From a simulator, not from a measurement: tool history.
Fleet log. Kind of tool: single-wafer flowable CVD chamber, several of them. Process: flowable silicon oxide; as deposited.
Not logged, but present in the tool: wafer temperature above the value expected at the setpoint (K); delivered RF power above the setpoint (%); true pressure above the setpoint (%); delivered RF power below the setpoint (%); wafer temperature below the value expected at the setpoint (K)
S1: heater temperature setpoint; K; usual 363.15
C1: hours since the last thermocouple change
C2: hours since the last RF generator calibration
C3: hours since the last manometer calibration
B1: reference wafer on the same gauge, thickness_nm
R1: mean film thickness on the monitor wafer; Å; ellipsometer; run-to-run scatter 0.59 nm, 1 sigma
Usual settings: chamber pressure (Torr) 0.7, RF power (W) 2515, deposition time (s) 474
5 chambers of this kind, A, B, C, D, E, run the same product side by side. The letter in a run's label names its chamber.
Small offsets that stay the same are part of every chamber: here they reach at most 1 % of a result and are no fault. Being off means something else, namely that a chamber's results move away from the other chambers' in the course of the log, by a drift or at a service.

{"run": "1B", "hour": 4.2, "S1": 363.15, "chamber pressure (Torr)": 0.7, "RF power (W)": 2515, "deposition time (s)": 474, "C1": 798.6, "C2": 1560.2, "C3": 168.8, "B1": 311.95, "R1": 3477.8}
{"run": "2E", "hour": 8.1, "S1": 363.15, "chamber pressure (Torr)": 0.7, "RF power (W)": 2515, "deposition time (s)": 474, "C1": 1340.1, "C2": 1223.4, "C3": 128.3, "B1": 312.16, "R1": 3465.5}
{"run": "3C", "hour": 12.0, "S1": 363.15, "chamber pressure (Torr)": 0.7, "RF power (W)": 2515, "deposition time (s)": 474, "C1": 632.3, "C2": 2095.3, "C3": 1220.8, "B1": 312.16, "R1": 3516.5}
{"run": "4A", "hour": 15.7, "S1": 363.15, "chamber pressure (Torr)": 0.7, "RF power (W)": 2515, "deposition time (s)": 474, "C1": 49.5, "C2": 60, "C3": 79.6, "B1": 312.36, "R1": 3490.2}
{"run": "5D", "hour": 19.1, "S1": 363.15, "chamber pressure (Torr)": 0.7, "RF power (W)": 2515, "deposition time (s)": 474, "C1": 353.9, "C2": 195.8, "C3": 1455.4, "B1": 312.27, "R1": 3486.1}
{"run": "6B", "hour": 21.7, "S1": 363.15, "chamber pressure (Torr)": 0.7, "RF power (W)": 2025, "deposition time (s)": 474, "C1": 816.1, "C2": 1577.7, "C3": 186.3, "B1": 312.36, "R1": 3364.1}
{"run": "7A", "hour": 25.4, "S1": 363.15, "chamber pressure (Torr)": 0.7, "RF power (W)": 2025, "deposition time (s)": 474, "C1": 59.2, "C2": 69.7, "C3": 89.3, "B1": 312.62, "R1": 3376.7}
{"run": "8D", "hour": 29.6, "S1": 363.15, "chamber pressure (Torr)": 0.7, "RF power (W)": 2025, "deposition time (s)": 474, "C1": 364.4, "C2": 206.3, "C3": 1465.9, "B1": 312.63, "R1": 3357.9}
{"run": "9C", "hour": 33.0, "S1": 363.15, "chamber pressure (Torr)": 0.7, "RF power (W)": 2025, "deposition time (s)": 474, "C1": 653.3, "C2": 2116.3, "C3": 1241.8, "B1": 312.46, "R1": 3392.7}
{"run": "10E", "hour": 36.8, "S1": 363.15, "chamber pressure (Torr)": 0.7, "RF power (W)": 2025, "deposition time (s)": 474, "C1": 1368.8, "C2": 1252.1, "C3": 157, "B1": 312.78, "R1": 3338.3}
{"run": "11D", "hour": 40.8, "S1": 363.15, "chamber pressure (Torr)": 0.7, "RF power (W)": 2515, "deposition time (s)": 474, "C1": 375.6, "C2": 217.5, "C3": 1477.1, "B1": 312.74, "R1": 3489.5}
{"run": "12C", "hour": 43.4, "S1": 363.15, "chamber pressure (Torr)": 0.7, "RF power (W)": 2515, "deposition time (s)": 474, "C1": 663.7, "C2": 2126.7, "C3": 1252.2, "B1": 312.67, "R1": 3528.6}
{"run": "13E", "hour": 47.5, "S1": 363.15, "chamber pressure (Torr)": 0.7, "RF power (W)": 2515, "deposition time (s)": 474, "C1": 1379.5, "C2": 1262.8, "C3": 167.7, "B1": 312.77, "R1": 3468.7}
{"run": "14B", "hour": 50.9, "S1": 363.15, "chamber pressure (Torr)": 0.7, "RF power (W)": 2515, "deposition time (s)": 507, "C1": 845.3, "C2": 1606.9, "C3": 215.5, "B1": 312.84, "R1": 3738.6}
{"run": "15A", "hour": 54.8, "S1": 363.15, "chamber pressure (Torr)": 0.7, "RF power (W)": 2515, "deposition time (s)": 507, "C1": 88.6, "C2": 99.1, "C3": 118.7, "B1": 312.94, "R1": 3733.9}
{"run": "16E", "hour": 58.6, "S1": 363.15, "chamber pressure (Torr)": 0.7, "RF power (W)": 2515, "deposition time (s)": 507, "C1": 1390.6, "C2": 1273.9, "C3": 178.8, "B1": 313.04, "R1": 3714.1}
{"run": "17B", "hour": 63.2, "S1": 363.15, "chamber pressure (Torr)": 0.7, "RF power (W)": 2515, "deposition time (s)": 507, "C1": 857.6, "C2": 1619.2, "C3": 227.8, "B1": 312.98, "R1": 3747.3}
{"run": "18C", "hour": 66.0, "S1": 363.15, "chamber pressure (Torr)": 0.7, "RF power (W)": 2515, "deposition time (s)": 507, "C1": 686.3, "C2": 2149.3, "C3": 1274.8, "B1": 313.07, "R1": 3758.6}
{"run": "19A", "hour": 68.9, "S1": 363.15, "chamber pressure (Torr)": 0.7, "RF power (W)": 2515, "deposition time (s)": 474, "C1": 102.7, "C2": 113.2, "C3": 132.8, "B1": 313.23, "R1": 3493.4}
{"run": "20D", "hour": 72.9, "S1": 363.15, "chamber pressure (Torr)": 0.7, "RF power (W)": 2180, "deposition time (s)": 561, "C1": 407.7, "C2": 249.6, "C3": 1509.2, "B1": 313.21, "R1": 4035.5}
{"run": "21E", "hour": 76.3, "S1": 363.15, "chamber pressure (Torr)": 0.7, "RF power (W)": 2180, "deposition time (s)": 561, "C1": 1408.3, "C2": 1291.6, "C3": 196.5, "B1": 313.33, "R1": 4032.1}
{"run": "22A", "hour": 78.5, "S1": 363.15, "chamber pressure (Torr)": 0.7, "RF power (W)": 2180, "deposition time (s)": 561, "C1": 112.3, "C2": 122.8, "C3": 142.4, "B1": 313.29, "R1": 4054.8}
{"run": "23D", "hour": 82.9, "S1": 363.15, "chamber pressure (Torr)": 0.7, "RF power (W)": 2180, "deposition time (s)": 561, "C1": 417.7, "C2": 259.6, "C3": 1519.2, "B1": 313.43, "R1": 4057.4}
{"run": "24C", "hour": 86.6, "S1": 363.15, "chamber pressure (Torr)": 0.7, "RF power (W)": 2180, "deposition time (s)": 561, "C1": 706.9, "C2": 2169.9, "C3": 1295.4, "B1": 313.36, "R1": 4087.5}
{"run": "25B", "hour": 89.9, "S1": 363.15, "chamber pressure (Torr)": 0.7, "RF power (W)": 2515, "deposition time (s)": 474, "C1": 884.3, "C2": 1645.9, "C3": 254.5, "B1": 313.53, "R1": 3499}
{"run": "26A", "hour": 92.6, "S1": 363.15, "chamber pressure (Torr)": 0.7, "RF power (W)": 2515, "deposition time (s)": 474, "C1": 126.4, "C2": 136.9, "C3": 156.5, "B1": 313.53, "R1": 3500.4}
{"run": "27C", "hour": 95.2, "S1": 363.15, "chamber pressure (Torr)": 0.7, "RF power (W)": 2515, "deposition time (s)": 474, "C1": 715.5, "C2": 2178.5, "C3": 1304, "B1": 313.67, "R1": 3531.6}
{"run": "28D", "hour": 99.8, "S1": 358.15, "chamber pressure (Torr)": 0.86, "RF power (W)": 2515, "deposition time (s)": 474, "C1": 434.6, "C2": 276.5, "C3": 1536.1, "B1": 313.77, "R1": 5351.5}
{"run": "29B", "hour": 104.1, "S1": 358.15, "chamber pressure (Torr)": 0.86, "RF power (W)": 2515, "deposition time (s)": 474, "C1": 898.5, "C2": 1660.1, "C3": 268.7, "B1": 313.77, "R1": 5344.8}
{"run": "30E", "hour": 106.1, "S1": 358.15, "chamber pressure (Torr)": 0.86, "RF power (W)": 2515, "deposition time (s)": 474, "C1": 1438.1, "C2": 1321.4, "C3": 226.3, "B1": 313.94, "R1": 5275.3}
{"run": "31A", "hour": 110.1, "S1": 358.15, "chamber pressure (Torr)": 0.86, "RF power (W)": 2515, "deposition time (s)": 474, "C1": 143.9, "C2": 154.4, "C3": 174, "B1": 313.88, "R1": 5324}
{"run": "32B", "hour": 114.1, "S1": 358.15, "chamber pressure (Torr)": 0.86, "RF power (W)": 2515, "deposition time (s)": 474, "C1": 908.5, "C2": 1670.1, "C3": 278.7, "B1": 313.96, "R1": 5346.1}
{"run": "33E", "hour": 118.4, "S1": 363.15, "chamber pressure (Torr)": 0.7, "RF power (W)": 2205, "deposition time (s)": 474, "C1": 1450.4, "C2": 1333.7, "C3": 238.6, "B1": 313.99, "R1": 3414.8}
{"run": "34D", "hour": 121.1, "S1": 363.15, "chamber pressure (Torr)": 0.7, "RF power (W)": 2205, "deposition time (s)": 474, "C1": 455.9, "C2": 297.8, "C3": 1557.4, "B1": 314.25, "R1": 3433.6}

Which is it: a chamber that has drifted or been left off by a service, a gauge drift common to all chambers, or only each chamber's usual small offset? If a chamber is off, name it and its likeliest cause.

None of the chambers is off. What moves is the gauge, dragging all their readings along together.
What lies behind it: gauge reads high (%) = 0.693.
